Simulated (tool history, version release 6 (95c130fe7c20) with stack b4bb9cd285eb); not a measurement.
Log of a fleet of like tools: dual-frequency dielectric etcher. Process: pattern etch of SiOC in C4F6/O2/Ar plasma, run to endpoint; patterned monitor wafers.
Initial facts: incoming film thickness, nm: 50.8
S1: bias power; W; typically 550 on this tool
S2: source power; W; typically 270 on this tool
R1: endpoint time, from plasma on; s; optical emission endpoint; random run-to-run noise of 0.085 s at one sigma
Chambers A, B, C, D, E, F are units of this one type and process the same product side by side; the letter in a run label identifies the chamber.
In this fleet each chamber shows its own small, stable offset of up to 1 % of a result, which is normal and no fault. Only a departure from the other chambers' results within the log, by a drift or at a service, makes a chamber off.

Run 1E, hour 7.0: usual settings. Result: R1 19.033 s.
Run 2C, hour 14.2: usual settings. Result: R1 19.210 s.
Run 3D, hour 20.2: usual settings. Result: R1 18.930 s.
Run 4B, hour 30.1: usual settings. Result: R1 18.890 s.
Run 5A, hour 41.4: usual settings. Result: R1 19.022 s.
Run 6F, hour 47.5: usual settings. Result: R1 18.915 s.
Run 7B, hour 57.6: usual settings. Result: R1 18.910 s.
Run 8C, hour 65.4: usual settings. Result: R1 19.223 s.
Run 9F, hour 77.9: usual settings. Result: R1 19.165 s.
Run 10E, hour 87.0: usual settings. Result: R1 18.827 s.
Run 11A, hour 99.7: usual settings. Result: R1 19.186 s.
Run 12D, hour 106.8: usual settings. Result: R1 19.070 s.
Run 13B, hour 116.6: usual settings but S2 320 W. Result: R1 17.833 s.
Run 14E, hour 123.3: usual settings but S2 320 W. Result: R1 17.802 s.
Run 15F, hour 134.4: usual settings but S2 320 W. Result: R1 17.794 s.
Run 16C, hour 146.4: usual settings but S2 320 W. Result: R1 17.926 s.
At hour 153.9: chamber E: wet clean of the chamber.
Run 17A, hour 157.6: usual settings but S2 320 W. Result: R1 18.043 s.
Run 18D, hour 168.2: usual settings but S2 320 W. Result: R1 17.941 s.
Run 19D, hour 178.6: usual settings. Result: R1 18.919 s.
Run 20E, hour 187.1: usual settings. Result: R1 18.906 s.
Run 21F, hour 193.4: usual settings but S1 630 W. Result: R1 18.029 s.
Run 22B, hour 201.5: usual settings but S1 630 W. Result: R1 17.980 s.
Run 23C, hour 213.2: usual settings but S1 630 W. Result: R1 18.299 s.
Run 24A, hour 221.0: usual settings but S1 630 W. Result: R1 18.389 s.
Run 25D, hour 227.6: usual settings but S1 630 W. Result: R1 17.987 s.
Run 26B, hour 234.7: usual settings but S1 630 W. Result: R1 17.890 s.
Run 27C, hour 246.7: usual settings. Result: R1 19.097 s.
Run 28E, hour 258.1: usual settings. Result: R1 19.134 s.
At hour 262.1: chamber F: wet clean of the chamber.
Run 29F, hour 264.2: usual settings but S2 320 W. Result: R1 17.891 s.
Run 30A, hour 274.9: usual settings but S2 320 W. Result: R1 18.395 s.
Run 31E, hour 282.3: usual settings but S2 320 W. Result: R1 17.948 s.
Run 32D, hour 291.7: usual settings but S2 320 W. Result: R1 17.799 s.
Run 33B, hour 303.6: usual settings but S2 320 W. Result: R1 17.853 s.
Run 34C, hour 311.6: usual settings but S2 320 W. Result: R1 18.042 s.
Run 35A, hour 322.5: usual settings. Result: R1 19.880 s.
Run 36F, hour 333.4: usual settings. Result: R1 18.992 s.
Run 37E, hour 340.6: usual settings. Result: R1 19.056 s.
Run 38B, hour 348.8: usual settings but S1 440 W. Result: R1 20.646 s.
Run 39A, hour 360.6: usual settings but S1 440 W. Result: R1 21.728 s.
Run 40F, hour 371.3: usual settings but S1 440 W. Result: R1 20.718 s.

Decide between three cases: one chamber stands off from its peers, the gauge reading all wafers drifts, or nothing is wrong past each chamber's small offset. Where a chamber is off, say which and what most likely put it there.

It is chamber A that slowly wanders off from its peers.
What lies behind it: etch rate under this chamber's usual, % = 4.89.

Here are 4 candidates for chamber A's next run, each the usual settings with a change, their results left as question marks. Which one brings its results back in line with what the others give on the usual settings?
In-line tolerance around the mean of the other chambers on the usual settings: R1 0.300 s
Run 41A-1, hour 380.7: usual settings but S1 509 W, S2 250 W. Result: R1 ?.
Run 41A-2, hour 380.7: usual settings but S2 310 W. Result: R1 ?.
Run 41A-3, hour 380.7: usual settings but S2 250 W. Result: R1 ?.
Run 41A-4, hour 380.7: usual settings but S1 570 W, S2 280 W. Result: R1 ?.

Other chambers, usual settings, mean: R1 19.040 s
  run      R1
41A-1  21.326
41A-2  19.141
41A-3  20.701
41A-4  19.594
41A-2 brings the chamber back in line.
